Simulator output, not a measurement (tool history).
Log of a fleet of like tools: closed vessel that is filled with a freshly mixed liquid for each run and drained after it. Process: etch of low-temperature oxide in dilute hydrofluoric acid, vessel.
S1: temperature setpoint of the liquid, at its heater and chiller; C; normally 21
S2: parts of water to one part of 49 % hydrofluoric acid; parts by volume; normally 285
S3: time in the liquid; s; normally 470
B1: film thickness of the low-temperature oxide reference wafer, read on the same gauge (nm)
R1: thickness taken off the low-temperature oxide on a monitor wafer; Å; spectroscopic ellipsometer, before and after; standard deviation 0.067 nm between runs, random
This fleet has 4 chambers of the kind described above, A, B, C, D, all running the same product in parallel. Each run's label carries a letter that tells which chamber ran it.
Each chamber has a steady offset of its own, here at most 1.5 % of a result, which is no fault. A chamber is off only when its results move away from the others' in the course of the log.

run,hour,S1,S2,S3,B1,R1
1B,7.5,21,285,470,129.98,163.04
2A,13.1,21,285,470,129.98,161.17
3D,17.7,21,285,470,129.98,163.89
4C,23,21,285,470,129.98,162.08
5C,29.6,21,285,470,130.03,162.59
6D,33.1,21,285,470,129.98,163.57
7A,41,21,285,470,130,161.09
8B,46.9,21,285,470,130,162.53
9C,51.5,21,285,470,130.01,161.11
10D,56.9,21,285,470,130,163.16
11B,63.5,25,285,215,130.02,85.921
12A,67.8,25,285,215,129.96,84.733
13D,72.9,25,285,215,129.99,85.905
14C,78.7,25,285,215,129.99,85.239
15B,85.7,21,285,470,130,161.84
16A,91.8,21,285,470,129.97,161.43
17C,95.8,21,285,470,130,162.34
18B,101,21,285,470,130.02,163.18
19D,107.4,21,285,470,129.97,163.42
20A,113.2,21,285,470,129.97,161.45
21A,119.3,21,285,470,129.97,160.66
22D,123,21,285,470,130.01,162.68
23B,129.3,21,185,470,130.04,276.07
24C,134.7,21,185,470,129.97,272.57
25A,141.3,21,185,470,130,275.12
26B,149.4,21,185,470,130.02,273.44
27C,155,21,285,470,130.03,159.98
28D,161.2,21,285,470,130,162.28
29C,166.5,21,285,470,129.99,159.02
30D,170.3,21,395,470,130.05,107.23
31A,174.5,21,395,470,130.01,105.86
32B,182.3,21,395,470,129.98,106.66
33C,188.1,21,395,470,130,103.57
34D,192.1,21,285,470,130.01,162.71
35B,197.2,21,285,470,130,163.1
36A,205,21,285,470,129.99,162.08
37D,208.6,21,285,470,130.04,162.7
38C,213.3,21,285,470,129.98,157.01

What goes on in this fleet: one chamber off, a drifting gauge, or nothing beyond the chambers' own small offsets? Name the chamber and the cause, if any.

Little by little, chamber C moves away from the other chambers.
What lies behind it: hydrofluoric acid flow below the setpoint (%) = 2.36.
From this log alone, it may not be told apart from: liquid colder than its thermometer reads (K).

Here are 4 candidates for chamber C's next run, each the usual settings with a change, their results left as question marks. Which one brings its results back in line with what the others give on the usual settings?
In-line tolerance around the mean of the other chambers on the usual settings: R1 2.3 Å
39C-1,219.2,21,285,475,,?
39C-2,219.2,22,285,470,,?
39C-3,219.2,21,285,465,,?
39C-4,219.2,21,285,455,,?

On the usual settings, the other chambers give on average: R1 162.27 Å
run,R1
39C-1,158.48
39C-2,162.68
39C-3,155.14
39C-4,151.81
With 39C-2, the chamber falls back in line with the rest.

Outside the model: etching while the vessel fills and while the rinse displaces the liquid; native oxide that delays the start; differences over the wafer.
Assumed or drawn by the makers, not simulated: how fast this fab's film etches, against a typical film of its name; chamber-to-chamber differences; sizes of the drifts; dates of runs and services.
